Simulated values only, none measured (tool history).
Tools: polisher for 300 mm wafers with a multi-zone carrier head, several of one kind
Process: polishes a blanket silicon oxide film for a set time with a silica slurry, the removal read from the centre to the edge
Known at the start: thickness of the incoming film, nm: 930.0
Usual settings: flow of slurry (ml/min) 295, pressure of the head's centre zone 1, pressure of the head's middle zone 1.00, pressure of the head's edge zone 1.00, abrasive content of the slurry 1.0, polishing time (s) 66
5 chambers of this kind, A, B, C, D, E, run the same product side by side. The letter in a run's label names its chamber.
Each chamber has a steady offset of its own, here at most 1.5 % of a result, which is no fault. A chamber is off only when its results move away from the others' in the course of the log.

| run | hour | flow of slurry (ml/min) | pressure of the head's centre zone | pressure of the head's middle zone | pressure of the head's edge zone | abrasive content of the slurry | polishing time (s) | wafers polished on this pad | hours since the slurry nozzle was cleaned | hours since the centre zone pressure was calibrated | hours since the edge zone pressure was calibrated | film removed at the wafer's centre (nm) | film removed at mid-radius (nm) | film removed at the wafer's edge (nm) |
|---|---|---|---|---|---|---|---|---|---|---|---|---|---|---|
|  | 3.8 | chamber A: centre zone pressure recalibrated |
| 1A | 4.0 | 295 | 1 | 1.00 | 1.00 | 1.0 | 66 | 114 | 10.5 | 0.2 | 480.7 | 215.98 | 211.13 | 212.76 |
| 2C | 10.3 | 295 | 1 | 1.00 | 1.00 | 1.0 | 66 | 234 | 313.5 | 13.0 | 592.4 | 208.58 | 213.49 | 213.26 |
|  | 14.5 | chamber D: worn pad replaced by a new one |
| 3E | 15.6 | 295 | 1 | 1.00 | 1.00 | 1.0 | 66 | 497 | 98.8 | 1112.8 | 253.6 | 213.60 | 212.38 | 211.15 |
|  | 19.7 | chamber E: worn pad replaced by a new one |
| 4B | 21.3 | 295 | 1 | 1.00 | 1.00 | 1.0 | 66 | 759 | 41.6 | 55.3 | 275.0 | 215.06 | 210.41 | 211.30 |
| 5D | 26.8 | 295 | 1 | 1.00 | 1.00 | 1.0 | 66 | 155 | 417.9 | 1130.3 | 204.9 | 210.86 | 211.63 | 212.04 |
| 6A | 30.3 | 295 | 1 | 1.00 | 1.11 | 1.0 | 66 | 446 | 36.8 | 26.5 | 507.0 | 216.41 | 212.08 | 227.09 |
| 7D | 35.6 | 295 | 1 | 1.00 | 1.11 | 1.0 | 66 | 266 | 426.7 | 1139.1 | 213.7 | 212.15 | 213.60 | 224.60 |
|  | 37.7 | chamber C: worn pad replaced by a new one |
| 8C | 38.9 | 295 | 1 | 1.00 | 1.11 | 1.0 | 66 | 16 | 342.1 | 41.6 | 621.0 | 209.95 | 214.13 | 224.26 |
| 9E | 42.3 | 295 | 1 | 1.00 | 1.11 | 1.0 | 66 | 285 | 125.5 | 1139.5 | 280.3 | 210.94 | 213.19 | 222.92 |
| 10B | 48.0 | 295 | 1 | 1.00 | 1.11 | 1.0 | 66 | 1095 | 68.3 | 82.0 | 301.7 | 214.98 | 209.00 | 224.78 |
| 11D | 54.2 | 295 | 1 | 1.00 | 1.00 | 1.0 | 66 | 500 | 445.3 | 1157.7 | 232.3 | 208.83 | 208.51 | 209.23 |
|  | 56.4 | chamber C: slurry nozzle cleaned |
|  | 58.0 | chamber B: worn pad replaced by a new one |
| 12C | 60.6 | 295 | 1 | 1.00 | 1.00 | 1.0 | 66 | 289 | 4.3 | 63.3 | 642.7 | 211.70 | 215.85 | 212.88 |
|  | 61.7 | chamber A: worn pad replaced by a new one |
| 13A | 65.2 | 295 | 1 | 1.00 | 1.00 | 1.0 | 66 | 44 | 71.7 | 61.4 | 541.9 | 213.63 | 214.88 | 210.23 |
| 14B | 69.0 | 295 | 1 | 1.00 | 1.00 | 1.0 | 66 | 139 | 89.3 | 103.0 | 322.7 | 214.56 | 211.73 | 212.81 |
|  | 74.4 | chamber E: centre zone pressure recalibrated |
| 15E | 75.0 | 295 | 1 | 1.00 | 1.00 | 1.0 | 66 | 697 | 158.2 | 0.6 | 313.0 | 225.56 | 209.35 | 211.00 |
|  | 75.2 | chamber E: worn pad replaced by a new one |
| 16D | 80.3 | 295 | 1 | 1.00 | 1.00 | 1.0 | 66 | 829 | 471.4 | 1183.8 | 258.4 | 210.66 | 208.14 | 211.18 |
|  | 82.1 | chamber C: worn pad replaced by a new one |
| 17E | 83.8 | 295 | 1 | 1.00 | 1.00 | 1.0 | 66 | 109 | 167.0 | 9.4 | 321.8 | 227.11 | 213.80 | 212.16 |
| 18C | 89.0 | 295 | 1 | 1.00 | 1.00 | 1.2 | 66 | 88 | 32.7 | 91.7 | 671.1 | 230.28 | 234.70 | 229.06 |
| 19B | 92.0 | 295 | 1 | 1.00 | 1.00 | 1.2 | 66 | 429 | 112.3 | 126.0 | 345.7 | 229.71 | 228.78 | 227.98 |
| 20A | 95.4 | 295 | 1 | 1.00 | 1.00 | 1.2 | 66 | 424 | 101.9 | 91.6 | 572.1 | 227.26 | 230.31 | 232.34 |
| 21C | 102.1 | 295 | 1 | 1.00 | 1.00 | 1.2 | 66 | 253 | 45.8 | 104.8 | 684.2 | 230.97 | 231.17 | 230.88 |
| 22D | 107.7 | 295 | 1 | 1.00 | 1.00 | 1.2 | 66 | 1174 | 498.8 | 1211.2 | 285.8 | 229.76 | 225.67 | 228.40 |
| 23E | 112.1 | 295 | 1 | 1.00 | 1.00 | 1.0 | 66 | 465 | 195.3 | 37.7 | 350.1 | 226.14 | 213.75 | 210.01 |
|  | 113.2 | chamber D: worn pad replaced by a new one |
| 24B | 116.1 | 295 | 1 | 1.00 | 1.00 | 1.0 | 66 | 732 | 136.4 | 150.1 | 369.8 | 214.90 | 215.34 | 211.90 |
|  | 118.5 | chamber E: worn pad replaced by a new one |
| 25A | 119.3 | 295 | 1 | 1.00 | 1.00 | 1.0 | 66 | 725 | 125.8 | 115.5 | 596.0 | 214.18 | 214.98 | 214.06 |
| 26D | 124.7 | 295 | 1 | 0.89 | 1.00 | 1.0 | 66 | 145 | 515.8 | 1228.2 | 302.8 | 212.46 | 190.41 | 212.98 |
|  | 125.1 | chamber C: worn pad replaced by a new one |
|  | 127.5 | chamber A: worn pad replaced by a new one |
| 27A | 128.5 | 295 | 1 | 0.89 | 1.00 | 1.0 | 66 | 12 | 135.0 | 124.7 | 605.2 | 211.08 | 193.97 | 213.94 |
|  | 132.1 | chamber D: edge zone pressure recalibrated |
| 28B | 133.7 | 295 | 1 | 0.89 | 1.00 | 1.0 | 66 | 954 | 154.0 | 167.7 | 387.4 | 215.41 | 190.97 | 211.11 |
| 29E | 138.2 | 295 | 1 | 0.89 | 1.00 | 1.0 | 66 | 248 | 221.4 | 63.8 | 376.2 | 225.49 | 192.23 | 209.15 |
| 30C | 143.4 | 295 | 1 | 0.89 | 1.00 | 1.0 | 66 | 230 | 87.1 | 146.1 | 725.5 | 213.79 | 190.67 | 213.82 |
| 31C | 146.7 | 295 | 1 | 1.00 | 1.00 | 1.0 | 66 | 272 | 90.4 | 149.4 | 728.8 | 211.25 | 218.07 | 214.45 |
| 32B | 153.1 | 295 | 1 | 1.00 | 1.00 | 1.0 | 66 | 1198 | 173.4 | 187.1 | 406.8 | 211.57 | 213.53 | 214.20 |
| 33D | 156.3 | 295 | 1 | 1.00 | 1.00 | 0.8 | 66 | 543 | 547.4 | 1259.8 | 24.2 | 189.88 | 187.97 | 186.87 |
| 34E | 160.3 | 295 | 1 | 1.00 | 1.00 | 0.8 | 66 | 526 | 243.5 | 85.9 | 398.3 | 198.99 | 192.01 | 188.83 |

Is one chamber off against the others, does the gauge drift, or is nothing wrong? If a chamber is off, say which, and what the likeliest cause is.

A service left chamber E off against the others.
Cause: centre zone's pressure above its setpoint, % = 5.62.

Here are 4 candidates for chamber E's next run, each the usual settings with a change, their results left as question marks. Which one brings its results back in line with what the others give on the usual settings?
In line means no further than this from the other chambers' mean on the usual settings: film removed at the wafer's centre (nm) 5.70; film removed at mid-radius (nm) 7.30; film removed at the wafer's edge (nm) 5.30
| 35E-1 | 165.1 | 300 | 1.05 | 1.00 | 0.98 | 1.0 | 66 |  |  |  |  | ? | ? | ? |
| 35E-2 | 165.1 | 295 | 0.99 | 1.00 | 1.00 | 1.0 | 66 |  |  |  |  | ? | ? | ? |
| 35E-3 | 165.1 | 295 | 1.01 | 1.00 | 1.00 | 1.0 | 66 |  |  |  |  | ? | ? | ? |
| 35E-4 | 165.1 | 290 | 0.95 | 1.00 | 1.02 | 1.0 | 66 |  |  |  |  | ? | ? | ? |

The other chambers' mean on the usual settings: film removed at the wafer's centre (nm) 212.06; film removed at mid-radius (nm) 212.95; film removed at the wafer's edge (nm) 212.12
| run | film removed at the wafer's centre (nm) | film removed at mid-radius (nm) | film removed at the wafer's edge (nm) |
|---|---|---|---|
| 35E-1 | 238.36 | 213.63 | 209.04 |
| 35E-2 | 223.02 | 213.35 | 210.97 |
| 35E-3 | 227.99 | 213.32 | 210.97 |
| 35E-4 | 212.68 | 213.03 | 212.88 |
35E-4 brings the chamber back in line.
